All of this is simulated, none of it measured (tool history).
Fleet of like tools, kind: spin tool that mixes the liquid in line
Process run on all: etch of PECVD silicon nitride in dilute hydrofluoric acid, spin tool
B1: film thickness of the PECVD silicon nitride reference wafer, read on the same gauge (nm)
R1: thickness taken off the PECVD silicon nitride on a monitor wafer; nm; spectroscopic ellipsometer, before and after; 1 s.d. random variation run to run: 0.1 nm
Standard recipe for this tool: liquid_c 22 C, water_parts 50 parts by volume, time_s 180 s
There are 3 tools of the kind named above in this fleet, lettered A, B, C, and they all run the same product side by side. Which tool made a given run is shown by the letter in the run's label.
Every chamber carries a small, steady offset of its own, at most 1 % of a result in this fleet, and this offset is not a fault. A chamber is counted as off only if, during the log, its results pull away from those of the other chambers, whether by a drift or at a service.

run 1A hour=10.3 | liquid_c=22 water_parts=50 time_s=180 | B1=130.01 | R1=10.673
run 2B hour=22.6 | liquid_c=22 water_parts=50 time_s=180 | B1=130.01 | R1=10.424
run 3C hour=28.3 | liquid_c=22 water_parts=50 time_s=180 | B1=129.98 | R1=10.758
run 4C hour=34.7 | liquid_c=22 water_parts=50 time_s=180 | B1=129.98 | R1=10.63
run 5B hour=47.4 | liquid_c=22 water_parts=50 time_s=180 | B1=130 | R1=10.638
run 6A hour=58.6 | liquid_c=22 water_parts=50 time_s=180 | B1=130.01 | R1=10.589
run 7B hour=67.3 | liquid_c=22 water_parts=50 time_s=180 | B1=130.02 | R1=10.644
run 8A hour=74.6 | liquid_c=22 water_parts=50 time_s=180 | B1=130 | R1=10.86
run 9C hour=84.6 | liquid_c=22 water_parts=40 time_s=255 | B1=130 | R1=19.188
run 10C hour=95.5 | liquid_c=22 water_parts=40 time_s=255 | B1=130 | R1=19.052
run 11A hour=108.4 | liquid_c=22 water_parts=40 time_s=255 | B1=130.03 | R1=19.125
run 12B hour=117.9 | liquid_c=22 water_parts=50 time_s=180 | B1=129.99 | R1=10.872
run 13B hour=130.5 | liquid_c=22 water_parts=50 time_s=180 | B1=129.99 | R1=10.725
run 14A hour=137.4 | liquid_c=22 water_parts=50 time_s=180 | B1=130.01 | R1=10.985
run 15C hour=144.5 | liquid_c=22 water_parts=50 time_s=180 | B1=130 | R1=10.66
run 16C hour=152.6 | liquid_c=22 water_parts=50 time_s=180 | B1=130 | R1=10.643
run 17A hour=163.4 | liquid_c=22 water_parts=50 time_s=180 | B1=129.97 | R1=11.141
run 18B hour=170.4 | liquid_c=25 water_parts=50 time_s=180 | B1=130.01 | R1=13.002
run 19B hour=179.1 | liquid_c=25 water_parts=50 time_s=180 | B1=129.99 | R1=13.299
run 20A hour=186.4 | liquid_c=25 water_parts=50 time_s=180 | B1=129.98 | R1=13.955
run 21C hour=196.3 | liquid_c=22 water_parts=50 time_s=180 | B1=130.01 | R1=10.739
run 22B hour=208.8 | liquid_c=22 water_parts=50 time_s=180 | B1=130.01 | R1=10.678
run 23C hour=217.8 | liquid_c=22 water_parts=50 time_s=180 | B1=129.97 | R1=10.482
run 24A hour=223.9 | liquid_c=22 water_parts=50 time_s=180 | B1=130.02 | R1=11.518
run 25C hour=232.2 | liquid_c=22 water_parts=35 time_s=180 | B1=129.99 | R1=15.156
run 26B hour=244 | liquid_c=22 water_parts=35 time_s=180 | B1=129.99 | R1=15.299
run 27A hour=252.1 | liquid_c=22 water_parts=35 time_s=180 | B1=129.97 | R1=16.171
run 28B hour=259.7 | liquid_c=22 water_parts=50 time_s=180 | B1=129.98 | R1=10.69
run 29A hour=267.7 | liquid_c=22 water_parts=50 time_s=180 | B1=129.98 | R1=11.821
run 30C hour=276 | liquid_c=22 water_parts=50 time_s=180 | B1=129.97 | R1=10.755
run 31A hour=284.1 | liquid_c=22 water_parts=50 time_s=180 | B1=129.99 | R1=11.876
run 32C hour=296.2 | liquid_c=22 water_parts=50 time_s=180 | B1=129.99 | R1=10.779
run 33B hour=307.6 | liquid_c=22 water_parts=50 time_s=180 | B1=129.99 | R1=10.687
run 34C hour=317.8 | liquid_c=22 water_parts=70 time_s=75 | B1=130 | R1=3.1915
run 35B hour=326.4 | liquid_c=22 water_parts=70 time_s=75 | B1=130 | R1=3.2007

The same settings go to every chamber for the next run, one line per chamber below. Forecast the results for each:
run 36A hour=335.6 | liquid_c=22 water_parts=50 time_s=180 | R1=?
run 36B hour=335.6 | liquid_c=22 water_parts=50 time_s=180 | R1=?
run 36C hour=335.6 | liquid_c=22 water_parts=50 time_s=180 | R1=?

run=36A R1=12.134
run=36B R1=10.733
run=36C R1=10.492
